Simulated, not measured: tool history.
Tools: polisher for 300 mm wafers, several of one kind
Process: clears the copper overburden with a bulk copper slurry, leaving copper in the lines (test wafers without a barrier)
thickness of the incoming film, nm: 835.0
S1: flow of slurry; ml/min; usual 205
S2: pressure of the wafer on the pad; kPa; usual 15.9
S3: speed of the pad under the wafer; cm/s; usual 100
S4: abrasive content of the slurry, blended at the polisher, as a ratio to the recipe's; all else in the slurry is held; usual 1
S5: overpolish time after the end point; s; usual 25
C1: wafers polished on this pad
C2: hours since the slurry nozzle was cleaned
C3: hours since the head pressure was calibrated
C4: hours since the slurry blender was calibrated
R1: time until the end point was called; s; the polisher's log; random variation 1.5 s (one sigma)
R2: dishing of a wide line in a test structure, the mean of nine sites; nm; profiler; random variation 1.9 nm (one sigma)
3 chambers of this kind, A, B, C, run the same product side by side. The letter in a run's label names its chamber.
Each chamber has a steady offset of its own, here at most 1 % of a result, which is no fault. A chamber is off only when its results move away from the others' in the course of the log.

run  hour   S1    S2   S3    S4  S5    C1     C2     C3     C4      R1      R2
 1C   2.4  205  15.9  100     1  25   887  160.9  477.9   91.9  94.091  113.26
 2B     5  205  15.9  100     1  25   274  260.1  908.5  144.5  91.651   111.7
 3A   7.2  205  15.9  100     1  25   384  228.9  391.9  253.2  94.617  109.69
 4C    11  205  15.9  100     1  25   969  169.5  486.5  100.5  93.464  115.44
 5A  15.4  205  15.9  100     1  25   462  237.1  400.1  261.4  93.995  112.84
 6B  18.5  205  15.9  100     1  25   403  273.6    922    158  92.089  113.25
 7B  21.2  205  12.4   78     1  25   429  276.3  924.7  160.7  153.43  79.541
 8C  25.7  205  12.4   78     1  25  1109  184.2  501.2  115.2  156.55  80.207
 9A  28.8  205  12.4   78     1  25   590  250.5  413.5  274.8  148.82  79.905
10C  32.7  205  15.9  100     1  25  1175  191.2  508.2  122.2   93.69  114.07
11A    36  205  15.9  100     1  25   658  257.7  420.7    282  92.513  110.22
     36.2  -- chamber C: worn pad replaced by a new one
     36.2  -- chamber A: worn pad replaced by a new one
12B  39.5  205  15.9  100     1  25   603  294.6    943    179   91.33  115.48
13B    42  205  15.9  100     1  25   627  297.1  945.5  181.5  92.626  113.74
14C  46.4  205  15.9  100     1  25    97  204.9  521.9  135.9  93.747  111.56
     49.2  -- chamber B: worn pad replaced by a new one
15A  50.4  205  15.9  100     1  25   136  272.1  435.1  296.4  93.406  113.23
16A    54  205  15.9  100     1  25   170  275.7  438.7    300  90.947  114.63
     54.2  -- chamber A: slurry blender recalibrated
17C  57.1  205  15.9  100     1  25   199  215.6  532.6  146.6  91.456   110.5
18B  59.8  205    20  100     1  25   101  314.9  963.3  199.3  75.684  134.17
19B  62.6  205    20  100     1  25   128  317.7  966.1  202.1  76.026  136.03
20C  65.8  205    20  100     1  25   282  224.3  541.3  155.3  74.597  134.07
21A  70.1  205  15.9  100     1  25   323  291.8  454.8   15.9   89.78  112.36
22C  73.3  205  15.9  100     1  25   353  231.8  548.8  162.8  94.726  111.51
23A    77  205  15.9  100  1.25  38   389  298.7  461.7   22.8  87.818  140.92

Is one chamber off against the others, does the gauge drift, or is nothing wrong? If a chamber is off, say which, and what the likeliest cause is.

No chamber stands off beyond its own small offset, and the gauge holds steady.
